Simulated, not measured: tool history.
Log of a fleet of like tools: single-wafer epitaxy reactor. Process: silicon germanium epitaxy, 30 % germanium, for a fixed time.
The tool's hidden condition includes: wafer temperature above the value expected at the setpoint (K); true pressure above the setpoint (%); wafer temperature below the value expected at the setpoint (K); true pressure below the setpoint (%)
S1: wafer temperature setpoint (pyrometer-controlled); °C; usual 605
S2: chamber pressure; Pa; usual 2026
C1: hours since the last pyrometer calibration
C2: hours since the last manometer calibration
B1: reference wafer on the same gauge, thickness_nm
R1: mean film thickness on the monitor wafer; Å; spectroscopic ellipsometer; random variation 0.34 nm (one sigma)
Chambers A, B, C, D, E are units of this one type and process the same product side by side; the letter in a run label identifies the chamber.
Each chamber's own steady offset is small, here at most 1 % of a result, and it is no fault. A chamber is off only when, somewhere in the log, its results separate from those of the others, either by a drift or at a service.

| run | day | S1 | S2 | C1 | C2 | B1 | R1 |
|---|---|---|---|---|---|---|---|
| 1A | 0.162 | 605 | 2026 | 883.7 | 2038.9 | 58.512 | 580.19 |
| 2D | 0.308 | 605 | 2026 | 917.1 | 1957.8 | 58.555 | 581.69 |
| 3C | 0.446 | 605 | 2026 | 190.8 | 106.1 | 58.575 | 579.37 |
| 4E | 0.592 | 605 | 2026 | 1214.5 | 668.2 | 58.512 | 577.22 |
| 5B | 0.683 | 605 | 2026 | 1105.3 | 25.3 | 58.525 | 581.14 |
| 6A | 0.788 | 605 | 2026 | 898.7 | 2053.9 | 58.504 | 575.03 |
| 7C | 0.946 | 605 | 2026 | 202.8 | 118.1 | 58.529 | 581.23 |
| 8B | 1.108 | 605 | 2026 | 1115.5 | 35.5 | 58.449 | 583 |
| 9D | 1.217 | 605 | 2026 | 938.9 | 1979.6 | 58.566 | 576.45 |
| 10E | 1.388 | 605 | 2026 | 1233.6 | 687.3 | 58.531 | 576.53 |
| 11C | 1.504 | 605 | 2026 | 216.2 | 131.5 | 58.445 | 593.91 |
| 12E | 1.612 | 605 | 2026 | 1239 | 692.7 | 58.436 | 574.87 |
| 13B | 1.762 | 605 | 2026 | 1131.2 | 51.2 | 58.439 | 579.12 |
| 14D | 1.854 | 605 | 2026 | 954.2 | 1994.9 | 58.504 | 583.74 |
| 15A | 1.938 | 605 | 2026 | 926.3 | 2081.5 | 58.435 | 579.94 |
| 16E | 2.029 | 594 | 2306 | 1249 | 702.7 | 58.554 | 492.88 |
| 17D | 2.154 | 594 | 2306 | 961.4 | 2002.1 | 58.383 | 501.62 |
| 18C | 2.262 | 594 | 2306 | 234.4 | 149.7 | 58.451 | 512.4 |
| 19B | 2.379 | 594 | 2306 | 1146 | 66 | 58.519 | 496.35 |
| 20A | 2.525 | 594 | 2306 | 940.4 | 2095.6 | 58.468 | 496.4 |
| 21D | 2.612 | 605 | 2026 | 972.4 | 2013.1 | 58.473 | 585.9 |
| 22A | 2.746 | 605 | 2026 | 945.7 | 2100.9 | 58.503 | 582.04 |
|  | 2.879 | chamber B: pyrometer calibrated |
| 23C | 2.896 | 605 | 2026 | 249.6 | 164.9 | 58.406 | 588.53 |
| 24B | 3.025 | 605 | 2026 | 3.5 | 81.5 | 58.506 | 579.53 |
| 25E | 3.167 | 605 | 2026 | 1276.3 | 730 | 58.516 | 576.78 |
| 26D | 3.35 | 605 | 2026 | 990.1 | 2030.8 | 58.509 | 583.17 |
| 27C | 3.45 | 605 | 2026 | 262.9 | 178.2 | 58.467 | 595.63 |
| 28B | 3.546 | 605 | 2026 | 16 | 94 | 58.489 | 585.32 |
| 29E | 3.638 | 605 | 2026 | 1287.6 | 741.3 | 58.506 | 577.27 |
| 30A | 3.742 | 605 | 2026 | 969.6 | 2124.8 | 58.537 | 570.25 |
| 31E | 3.833 | 605 | 2026 | 1292.3 | 746 | 58.564 | 578.52 |
| 32C | 3.929 | 605 | 2026 | 274.4 | 189.7 | 58.54 | 601.12 |
| 33B | 4.079 | 605 | 2026 | 28.8 | 106.8 | 58.649 | 578.4 |
| 34A | 4.229 | 605 | 2026 | 981.3 | 2136.5 | 58.468 | 577.23 |
| 35D | 4.379 | 605 | 2026 | 1014.8 | 2055.5 | 58.565 | 584.88 |
| 36C | 4.567 | 605 | 2026 | 289.7 | 205 | 58.491 | 598.05 |
|  | 4.612 | chamber A: capacitance manometer re-zeroed and calibrated |
| 37E | 4.654 | 605 | 2026 | 1312 | 765.7 | 58.53 | 579.49 |
| 38D | 4.808 | 605 | 2026 | 1025.1 | 2065.8 | 58.496 | 585.96 |
| 39B | 4.95 | 605 | 2026 | 49.7 | 127.7 | 58.472 | 588.66 |
| 40A | 5.067 | 605 | 2026 | 1001.4 | 10.9 | 58.452 | 581.07 |
| 41C | 5.217 | 605 | 2026 | 305.3 | 220.6 | 58.481 | 593.97 |
| 42A | 5.342 | 605 | 2026 | 1008 | 17.5 | 58.479 | 575.92 |
| 43D | 5.488 | 605 | 2026 | 1041.4 | 2082.1 | 58.509 | 582.75 |

Is one chamber out of step, is the gauge drifting, or do the chambers differ by no more than their own small offsets? For an off chamber, give its letter and the likeliest cause.

It is chamber C that slowly wanders off from its peers.
Cause: wafer temperature above the value expected at the setpoint (K) = 2.17.

Chamber C could run next with any of the 4 candidate recipes listed below; each alters the usual settings, and their results appear as question marks. Which one brings its results back in line with what the other chambers deliver on the usual settings?
Maximum distance from the other chambers' mean on the usual settings for a result to count as in line: R1 12 Å
| 44C-1 | 5.621 | 605 | 2400 |  |  |  | ? |
| 44C-2 | 5.621 | 603 | 2000 |  |  |  | ? |
| 44C-3 | 5.621 | 601 | 1973 |  |  |  | ? |
| 44C-4 | 5.621 | 607 | 2053 |  |  |  | ? |

On the usual settings, the other chambers give on average: R1 580.19 Å
| run | R1 |
|---|---|
| 44C-1 | 645.05 |
| 44C-2 | 577.33 |
| 44C-3 | 553.89 |
| 44C-4 | 626.79 |
The right change is 44C-2: it brings the chamber back within the allowed miss of the others.
